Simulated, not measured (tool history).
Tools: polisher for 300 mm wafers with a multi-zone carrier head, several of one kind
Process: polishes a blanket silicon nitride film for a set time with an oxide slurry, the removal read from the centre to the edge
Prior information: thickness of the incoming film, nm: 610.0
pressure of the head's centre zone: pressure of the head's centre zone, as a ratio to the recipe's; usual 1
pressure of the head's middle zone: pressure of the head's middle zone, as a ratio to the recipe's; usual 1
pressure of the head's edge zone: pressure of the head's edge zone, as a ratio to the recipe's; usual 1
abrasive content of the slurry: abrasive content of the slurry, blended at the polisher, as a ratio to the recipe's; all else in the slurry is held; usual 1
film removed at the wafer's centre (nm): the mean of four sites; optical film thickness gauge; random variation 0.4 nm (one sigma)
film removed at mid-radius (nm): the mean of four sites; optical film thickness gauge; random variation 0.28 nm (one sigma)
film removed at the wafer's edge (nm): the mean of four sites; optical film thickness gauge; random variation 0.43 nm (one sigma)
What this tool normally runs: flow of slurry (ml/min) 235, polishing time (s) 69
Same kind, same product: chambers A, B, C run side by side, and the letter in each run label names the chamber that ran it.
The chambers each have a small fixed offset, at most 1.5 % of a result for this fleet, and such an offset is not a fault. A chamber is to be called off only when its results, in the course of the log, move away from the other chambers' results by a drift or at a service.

| run | day | flow of slurry (ml/min) | pressure of the head's centre zone | pressure of the head's middle zone | pressure of the head's edge zone | abrasive content of the slurry | polishing time (s) | film removed at the wafer's centre (nm) | film removed at mid-radius (nm) | film removed at the wafer's edge (nm) |
|---|---|---|---|---|---|---|---|---|---|---|
| 1A | 0.446 | 235 | 1 | 1 | 1 | 1 | 69 | 34.138 | 34.793 | 34.297 |
|  | 0.596 | chamber A: worn pad replaced by a new one |
| 2B | 0.688 | 235 | 1 | 1 | 1 | 1 | 69 | 35.432 | 35.323 | 34.357 |
| 3C | 0.975 | 235 | 1 | 1 | 1 | 1 | 69 | 35.209 | 35.312 | 34.216 |
| 4C | 1.3 | 235 | 1 | 1 | 1 | 1 | 69 | 34.672 | 35.227 | 34.792 |
| 5A | 1.596 | 235 | 1 | 1 | 1 | 1 | 69 | 35.246 | 34.843 | 34.12 |
|  | 1.8 | chamber B: worn pad replaced by a new one |
| 6B | 1.879 | 235 | 1 | 1 | 1 | 1 | 69 | 35.18 | 35.277 | 34.774 |
| 7B | 2.217 | 235 | 1 | 1 | 1 | 1 | 69 | 34.376 | 34.567 | 35.613 |
|  | 2.667 | chamber A: edge zone pressure recalibrated |
| 8A | 2.692 | 235 | 1 | 1 | 1 | 1 | 69 | 34.181 | 34.647 | 34.699 |
| 9C | 2.942 | 235 | 1 | 1 | 1 | 1 | 69 | 34.212 | 34.408 | 34.277 |
|  | 3.142 | chamber A: worn pad replaced by a new one |
|  | 3.15 | chamber C: worn pad replaced by a new one |
| 10A | 3.354 | 235 | 1 | 1 | 1.1 | 1.15 | 69 | 35.737 | 36.709 | 39.11 |
| 11B | 3.738 | 235 | 1 | 1 | 1.1 | 1.15 | 69 | 36.692 | 36.811 | 39.095 |
| 12C | 4.142 | 235 | 1 | 1 | 1.1 | 1.15 | 69 | 37.659 | 37.199 | 39.507 |
| 13B | 4.533 | 235 | 1 | 1 | 1 | 1 | 69 | 34.726 | 35.42 | 35.203 |
|  | 4.783 | chamber B: worn pad replaced by a new one |
| 14A | 4.846 | 280 | 1 | 1 | 1.06 | 1 | 69 | 34.053 | 35.172 | 36.26 |
|  | 4.904 | chamber C: slurry nozzle cleaned |
| 15C | 5.258 | 280 | 1 | 1 | 1.06 | 1 | 69 | 35.796 | 35.686 | 36.743 |
|  | 5.483 | chamber C: centre zone pressure recalibrated |
| 16C | 5.583 | 280 | 1 | 1 | 1.06 | 1 | 69 | 35.516 | 35.629 | 36.301 |
|  | 5.688 | chamber A: worn pad replaced by a new one |
| 17B | 6.017 | 235 | 1 | 1 | 1 | 1 | 69 | 34.837 | 34.949 | 33.762 |
| 18A | 6.296 | 235 | 1 | 1 | 1 | 1 | 69 | 33.177 | 34.756 | 34.857 |
|  | 6.467 | chamber A: slurry nozzle cleaned |
| 19B | 6.7 | 235 | 1 | 1 | 1 | 1 | 69 | 34.698 | 35.101 | 34.15 |
| 20C | 7.133 | 235 | 1 | 1 | 1 | 1 | 82 | 41.047 | 41.207 | 41.104 |
|  | 7.417 | chamber C: worn pad replaced by a new one |
| 21A | 7.567 | 235 | 1 | 1 | 1 | 1 | 82 | 38.975 | 41.54 | 41.122 |
|  | 7.621 | chamber B: worn pad replaced by a new one |
| 22C | 7.912 | 235 | 1 | 1 | 1 | 1 | 82 | 41.814 | 41.754 | 42.181 |
|  | 7.962 | chamber A: worn pad replaced by a new one |
|  | 7.983 | chamber B: slurry nozzle cleaned |
| 23A | 8.233 | 235 | 1 | 1 | 1 | 1 | 69 | 32.751 | 34.429 | 34.34 |
| 24B | 8.558 | 235 | 1 | 1 | 1 | 1 | 69 | 34.44 | 35.639 | 34.63 |
| 25B | 8.833 | 235 | 1 | 1 | 1 | 1 | 69 | 34.617 | 35.294 | 35.42 |
| 26C | 9.146 | 235 | 1 | 1 | 1 | 1 | 69 | 34.038 | 35.17 | 34.829 |
| 27A | 9.442 | 265 | 1 | 1 | 1 | 1 | 69 | 32.921 | 35.148 | 35.074 |
| 28C | 9.775 | 265 | 1 | 1 | 1 | 1 | 69 | 35.003 | 35.546 | 35.472 |
| 29B | 9.992 | 265 | 1 | 1 | 1 | 1 | 69 | 35.505 | 35.26 | 35.167 |
| 30A | 10.296 | 235 | 1 | 1 | 1 | 1 | 69 | 31.701 | 34.85 | 34.747 |
| 31C | 10.538 | 235 | 1 | 1 | 1 | 1 | 69 | 34.684 | 35.55 | 34.38 |
|  | 10.833 | chamber A: worn pad replaced by a new one |
| 32A | 10.908 | 235 | 1 | 1 | 1 | 1 | 69 | 31.023 | 34.507 | 34.352 |
|  | 10.958 | chamber B: worn pad replaced by a new one |
| 33B | 11.338 | 235 | 1 | 1 | 1 | 1 | 69 | 33.922 | 34.913 | 34.512 |
| 34B | 11.804 | 235 | 1 | 1 | 1 | 1 | 69 | 34.463 | 35.436 | 35.26 |
| 35A | 12.196 | 235 | 1 | 1 | 1 | 1 | 69 | 30.984 | 34.538 | 35.239 |
|  | 12.229 | chamber C: worn pad replaced by a new one |
|  | 12.333 | chamber C: edge zone pressure recalibrated |
| 36C | 12.442 | 235 | 1 | 1 | 1 | 1 | 69 | 34.322 | 35.036 | 35.51 |
| 37A | 12.8 | 235 | 1 | 1 | 1 | 1 | 69 | 30.002 | 35.106 | 35.156 |
| 38B | 13.1 | 235 | 1 | 1 | 1 | 1 | 69 | 35.135 | 35.127 | 35.837 |

Does one chamber stand apart from the rest, does the shared gauge drift, or is all well apart from small per-chamber offsets? Give the chamber and the most likely cause, where there is one.

Little by little, chamber A moves away from the other chambers.
Most likely cause: centre zone's pressure below its setpoint, % = 11.9.

Which of the 4 candidates below, each the usual settings with something changed and its results left as question marks, puts chamber A back in line with what the other chambers give on the usual settings?
In line here means within this much of the mean the other chambers give on the usual settings: film removed at the wafer's centre (nm) 1.4; film removed at mid-radius (nm) 0.98; film removed at the wafer's edge (nm) 1.5
| 39A-1 | 13.442 | 240 | 1.04 | 0.99 | 0.99 | 1 | 70 | ? | ? | ? |
| 39A-2 | 13.442 | 230 | 0.91 | 1.02 | 1.03 | 1 | 67 | ? | ? | ? |
| 39A-3 | 13.442 | 230 | 0.96 | 1.01 | 1.01 | 1 | 68 | ? | ? | ? |
| 39A-4 | 13.442 | 240 | 1.11 | 0.98 | 0.96 | 1 | 71 | ? | ? | ? |

Average result of the remaining chambers running the usual settings: film removed at the wafer's centre (nm) 34.743; film removed at mid-radius (nm) 35.007; film removed at the wafer's edge (nm) 34.959
| run | film removed at the wafer's centre (nm) | film removed at mid-radius (nm) | film removed at the wafer's edge (nm) |
|---|---|---|---|
| 39A-1 | 32.357 | 34.985 | 34.865 |
| 39A-2 | 26.525 | 34.271 | 33.916 |
| 39A-3 | 28.586 | 34.457 | 34.077 |
| 39A-4 | 35.268 | 35.14 | 34.816 |
39A-4 is the one that brings the chamber's results back in line with the other chambers.
